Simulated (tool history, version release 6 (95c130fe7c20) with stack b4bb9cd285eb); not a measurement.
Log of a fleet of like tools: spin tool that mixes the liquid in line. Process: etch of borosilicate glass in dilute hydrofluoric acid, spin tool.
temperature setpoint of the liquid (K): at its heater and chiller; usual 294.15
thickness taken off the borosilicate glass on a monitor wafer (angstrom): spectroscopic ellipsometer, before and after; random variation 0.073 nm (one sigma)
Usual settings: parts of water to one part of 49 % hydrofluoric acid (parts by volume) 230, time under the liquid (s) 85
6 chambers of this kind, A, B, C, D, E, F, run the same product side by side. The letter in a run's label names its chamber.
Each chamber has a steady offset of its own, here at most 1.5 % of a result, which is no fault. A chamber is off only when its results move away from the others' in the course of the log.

run	hour	temperature setpoint of the liquid (K)	parts of water to one part of 49 % hydrofluoric acid (parts by volume)	time under the liquid (s)	hours since the thermometer was replaced	hours since the hydrofluoric acid flow meter was replaced	read-back film thickness of the borosilicate glass reference wafer, read on the same gauge (nm)	thickness taken off the borosilicate glass on a monitor wafer (angstrom)
1B	7.9	294.15	230	85	417.1	1068.7	89.988	74.532
2E	20.7	294.15	230	85	917.3	247.4	89.982	72.823
3A	27.0	294.15	230	85	961.8	1117.1	90.025	71.353
4C	32.8	294.15	230	85	145.1	346.6	90.018	72.765
5D	40.2	294.15	230	85	231.0	559.6	90.013	72.838
6F	48.0	294.15	230	85	354.3	1224.0	89.999	72.837
7E	57.1	294.15	230	85	953.7	283.8	89.969	73.937
8F	69.7	294.15	230	85	376.0	1245.7	89.999	72.125
9A	76.2	294.15	230	85	1011.0	1166.3	89.986	71.470
10C	88.8	294.15	230	85	201.1	402.6	89.958	73.670
11B	98.0	294.15	230	85	507.2	1158.8	90.031	73.477
12D	107.5	294.15	230	85	298.3	626.9	89.962	72.456
13B	114.2	294.15	230	85	523.4	1175.0	89.986	73.367
14F	122.3	294.15	230	85	428.6	1298.3	90.045	71.971
15D	129.4	294.15	230	85	320.2	648.8	89.980	71.749
16E	137.2	294.15	230	85	1033.8	363.9	90.004	71.511
17C	143.8	294.15	230	85	256.1	457.6	90.017	73.312
# hour 153.3: chamber A: hydrofluoric acid flow meter replaced
18A	153.6	291.15	325	85	1088.4	0.3	90.014	41.562
19B	160.6	291.15	325	85	569.8	1221.4	90.007	41.726
20E	166.7	291.15	325	85	1063.3	393.4	89.947	40.661
21D	177.9	291.15	325	85	368.7	697.3	90.015	41.258
22F	189.6	291.15	325	85	495.9	1365.6	90.034	41.080
23C	197.6	291.15	325	85	309.9	511.4	90.010	41.897
24A	206.2	294.15	230	85	1141.0	52.9	89.999	72.685
25D	212.0	294.15	230	85	402.8	731.4	90.006	71.635
26F	219.7	294.15	230	85	526.0	1395.7	90.053	72.468
27A	231.5	294.15	230	85	1166.3	78.2	89.988	71.626
28B	239.7	294.15	230	85	648.9	1300.5	89.986	73.348
29C	250.4	294.15	150	45	362.7	564.2	89.987	64.598
30E	262.5	294.15	150	45	1159.1	489.2	89.988	60.233
31E	272.6	294.15	150	45	1169.2	499.3	90.026	58.907
32A	280.9	294.15	150	45	1215.7	127.6	89.982	63.885
# hour 282.1: chamber F: hydrofluoric acid flow meter replaced
33C	287.6	294.15	150	45	399.9	601.4	90.024	63.949
34D	299.8	294.15	150	45	490.6	819.2	90.001	63.578
35F	309.3	298.65	130	85	615.6	27.2	89.992	170.050
36B	318.2	298.65	130	85	727.4	1379.0	90.032	169.750
37E	327.5	298.65	130	85	1224.1	554.2	89.974	152.710
38F	333.0	298.65	130	85	639.3	50.9	90.013	171.770
39B	342.3	298.65	130	85	751.5	1403.1	89.993	171.060
40C	348.7	298.65	130	85	461.0	662.5	90.000	170.840

What goes on in this fleet: one chamber off, a drifting gauge, or nothing beyond the chambers' own small offsets? Name the chamber and the cause, if any.

Chamber E drifts away from the others.
Cause: hydrofluoric acid flow below the setpoint (%) = 9.52.

Here are 4 candidates for chamber E's next run, each the usual settings with a change, their results left as question marks. Which one brings its results back in line with what the others give on the usual settings?
In line means no further than this from the other chambers' mean on the usual settings: thickness taken off the borosilicate glass on a monitor wafer (angstrom) 2.500
41E-1	357.9	294.15	250	85				?
41E-2	357.9	293.15	230	85				?
41E-3	357.9	294.15	230	95				?
41E-4	357.9	295.15	230	85				?

The other chambers' mean on the usual settings: thickness taken off the borosilicate glass on a monitor wafer (angstrom) 72.285
run	thickness taken off the borosilicate glass on a monitor wafer (angstrom)
41E-1	58.977
41E-2	62.944
41E-3	73.048
41E-4	67.837
41E-3 brings the chamber back in line.
